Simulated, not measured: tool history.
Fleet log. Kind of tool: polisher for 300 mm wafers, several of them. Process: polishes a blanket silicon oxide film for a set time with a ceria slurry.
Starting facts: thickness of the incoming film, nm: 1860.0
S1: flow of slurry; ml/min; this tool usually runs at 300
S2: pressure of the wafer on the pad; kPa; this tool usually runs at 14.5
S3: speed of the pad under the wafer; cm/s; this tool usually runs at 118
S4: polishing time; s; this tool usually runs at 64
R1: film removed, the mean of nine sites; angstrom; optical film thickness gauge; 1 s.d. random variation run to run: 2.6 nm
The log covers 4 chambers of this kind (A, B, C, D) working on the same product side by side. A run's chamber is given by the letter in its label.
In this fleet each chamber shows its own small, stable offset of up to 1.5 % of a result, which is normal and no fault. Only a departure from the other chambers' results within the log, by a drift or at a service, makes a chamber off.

{"run": "1A", "day": 0.321, "S1": 300, "S2": 14.5, "S3": 118, "S4": 64, "R1": 2201.7}
{"day": 0.375, "done": "chamber D: worn pad replaced by a new one"}
{"run": "2B", "day": 0.779, "S1": 300, "S2": 14.5, "S3": 118, "S4": 64, "R1": 2190.5}
{"run": "3C", "day": 1.167, "S1": 300, "S2": 14.5, "S3": 118, "S4": 64, "R1": 2253.5}
{"day": 1.579, "done": "chamber C: worn pad replaced by a new one"}
{"run": "4D", "day": 1.6, "S1": 300, "S2": 14.5, "S3": 118, "S4": 64, "R1": 2257.2}
{"day": 1.908, "done": "chamber D: head pressure recalibrated"}
{"run": "5D", "day": 2.088, "S1": 300, "S2": 14.5, "S3": 152, "S4": 64, "R1": 2823}
{"day": 2.338, "done": "chamber C: slurry nozzle cleaned"}
{"run": "6C", "day": 2.408, "S1": 300, "S2": 14.5, "S3": 152, "S4": 64, "R1": 2825.9}
{"run": "7A", "day": 2.767, "S1": 300, "S2": 14.5, "S3": 152, "S4": 64, "R1": 2827.6}
{"day": 2.892, "done": "chamber B: worn pad replaced by a new one"}
{"run": "8B", "day": 3.171, "S1": 300, "S2": 14.5, "S3": 152, "S4": 64, "R1": 2847.8}
{"run": "9A", "day": 3.467, "S1": 300, "S2": 14.5, "S3": 118, "S4": 64, "R1": 2133.9}
{"run": "10C", "day": 3.775, "S1": 300, "S2": 14.5, "S3": 118, "S4": 64, "R1": 2221.7}
{"day": 4.012, "done": "chamber D: worn pad replaced by a new one"}
{"run": "11D", "day": 4.338, "S1": 300, "S2": 14.5, "S3": 118, "S4": 64, "R1": 2190}
{"day": 4.6, "done": "chamber A: slurry nozzle cleaned"}
{"run": "12B", "day": 4.808, "S1": 300, "S2": 14.5, "S3": 118, "S4": 64, "R1": 2217.8}
{"day": 5.162, "done": "chamber B: slurry nozzle cleaned"}
{"run": "13C", "day": 5.412, "S1": 300, "S2": 14.5, "S3": 148, "S4": 64, "R1": 2809.3}
{"day": 5.521, "done": "chamber C: worn pad replaced by a new one"}
{"run": "14D", "day": 6.025, "S1": 300, "S2": 14.5, "S3": 148, "S4": 64, "R1": 2820.1}
{"day": 6.262, "done": "chamber D: slurry nozzle cleaned"}
{"run": "15B", "day": 6.408, "S1": 300, "S2": 14.5, "S3": 148, "S4": 64, "R1": 2777.1}
{"day": 6.421, "done": "chamber B: worn pad replaced by a new one"}
{"run": "16A", "day": 6.812, "S1": 300, "S2": 14.5, "S3": 148, "S4": 64, "R1": 2685.2}
{"run": "17C", "day": 7.171, "S1": 300, "S2": 14.5, "S3": 118, "S4": 64, "R1": 2242.9}
{"run": "18D", "day": 7.462, "S1": 300, "S2": 14.5, "S3": 152, "S4": 64, "R1": 2913.6}
{"day": 7.496, "done": "chamber D: worn pad replaced by a new one"}
{"run": "19A", "day": 7.833, "S1": 300, "S2": 14.5, "S3": 152, "S4": 64, "R1": 2727.7}
{"run": "20B", "day": 8.279, "S1": 300, "S2": 14.5, "S3": 152, "S4": 64, "R1": 2891.1}
{"run": "21A", "day": 8.638, "S1": 300, "S2": 14.5, "S3": 152, "S4": 64, "R1": 2746.8}
{"run": "22C", "day": 9.162, "S1": 300, "S2": 14.5, "S3": 118, "S4": 64, "R1": 2193.9}
{"day": 9.692, "done": "chamber C: worn pad replaced by a new one"}
{"run": "23D", "day": 9.783, "S1": 300, "S2": 18.6, "S3": 118, "S4": 64, "R1": 2813.5}
{"run": "24B", "day": 10.275, "S1": 300, "S2": 18.6, "S3": 118, "S4": 64, "R1": 2866.7}
{"day": 10.612, "done": "chamber B: worn pad replaced by a new one"}
{"run": "25A", "day": 10.812, "S1": 300, "S2": 18.6, "S3": 118, "S4": 64, "R1": 2652.4}
{"day": 10.817, "done": "chamber C: head pressure recalibrated"}
{"run": "26C", "day": 11.104, "S1": 300, "S2": 18.6, "S3": 118, "S4": 64, "R1": 2842.9}
{"run": "27D", "day": 11.396, "S1": 300, "S2": 11.7, "S3": 100, "S4": 64, "R1": 1507.2}
{"day": 11.55, "done": "chamber D: worn pad replaced by a new one"}
{"run": "28B", "day": 11.954, "S1": 300, "S2": 11.7, "S3": 100, "S4": 64, "R1": 1528}
{"day": 12.262, "done": "chamber C: slurry nozzle cleaned"}
{"run": "29C", "day": 12.512, "S1": 300, "S2": 11.7, "S3": 100, "S4": 64, "R1": 1487.1}
{"run": "30D", "day": 13.017, "S1": 300, "S2": 11.7, "S3": 100, "S4": 64, "R1": 1570.5}
{"run": "31A", "day": 13.558, "S1": 300, "S2": 17.9, "S3": 118, "S4": 64, "R1": 2516.7}
{"day": 13.942, "done": "chamber C: worn pad replaced by a new one"}
{"day": 14.067, "done": "chamber B: worn pad replaced by a new one"}
{"run": "32B", "day": 14.108, "S1": 300, "S2": 17.9, "S3": 118, "S4": 64, "R1": 2746.8}
{"run": "33B", "day": 14.508, "S1": 300, "S2": 17.9, "S3": 118, "S4": 64, "R1": 2729.5}
{"run": "34D", "day": 14.95, "S1": 300, "S2": 17.9, "S3": 118, "S4": 64, "R1": 2824.5}
{"day": 15.288, "done": "chamber D: worn pad replaced by a new one"}
{"day": 15.512, "done": "chamber D: slurry nozzle cleaned"}
{"run": "35A", "day": 15.583, "S1": 300, "S2": 14.5, "S3": 118, "S4": 64, "R1": 1975.2}
{"run": "36C", "day": 16.033, "S1": 245, "S2": 14.5, "S3": 118, "S4": 64, "R1": 2188.1}
{"run": "37B", "day": 16.342, "S1": 245, "S2": 14.5, "S3": 118, "S4": 64, "R1": 2100.2}
{"run": "38A", "day": 16.925, "S1": 245, "S2": 14.5, "S3": 118, "S4": 64, "R1": 1956.5}
{"run": "39D", "day": 17.488, "S1": 245, "S2": 14.5, "S3": 118, "S4": 64, "R1": 2208.4}
{"run": "40C", "day": 18.021, "S1": 300, "S2": 14.5, "S3": 118, "S4": 64, "R1": 2194}
{"run": "41D", "day": 18.354, "S1": 300, "S2": 14.5, "S3": 118, "S4": 64, "R1": 2222.9}

Next, all 4 chambers run the settings below, one line each with question marks for the results. What does each chamber give?
{"run": "42A", "day": 18.812, "S1": 300, "S2": 14.5, "S3": 98, "S4": 64, "R1": "?"}
{"run": "42B", "day": 18.812, "S1": 300, "S2": 14.5, "S3": 98, "S4": 64, "R1": "?"}
{"run": "42C", "day": 18.812, "S1": 300, "S2": 14.5, "S3": 98, "S4": 64, "R1": "?"}
{"run": "42D", "day": 18.812, "S1": 300, "S2": 14.5, "S3": 98, "S4": 64, "R1": "?"}

run=42A R1=1618.9
run=42B R1=1822.7
run=42C R1=1834.1
run=42D R1=1868.1
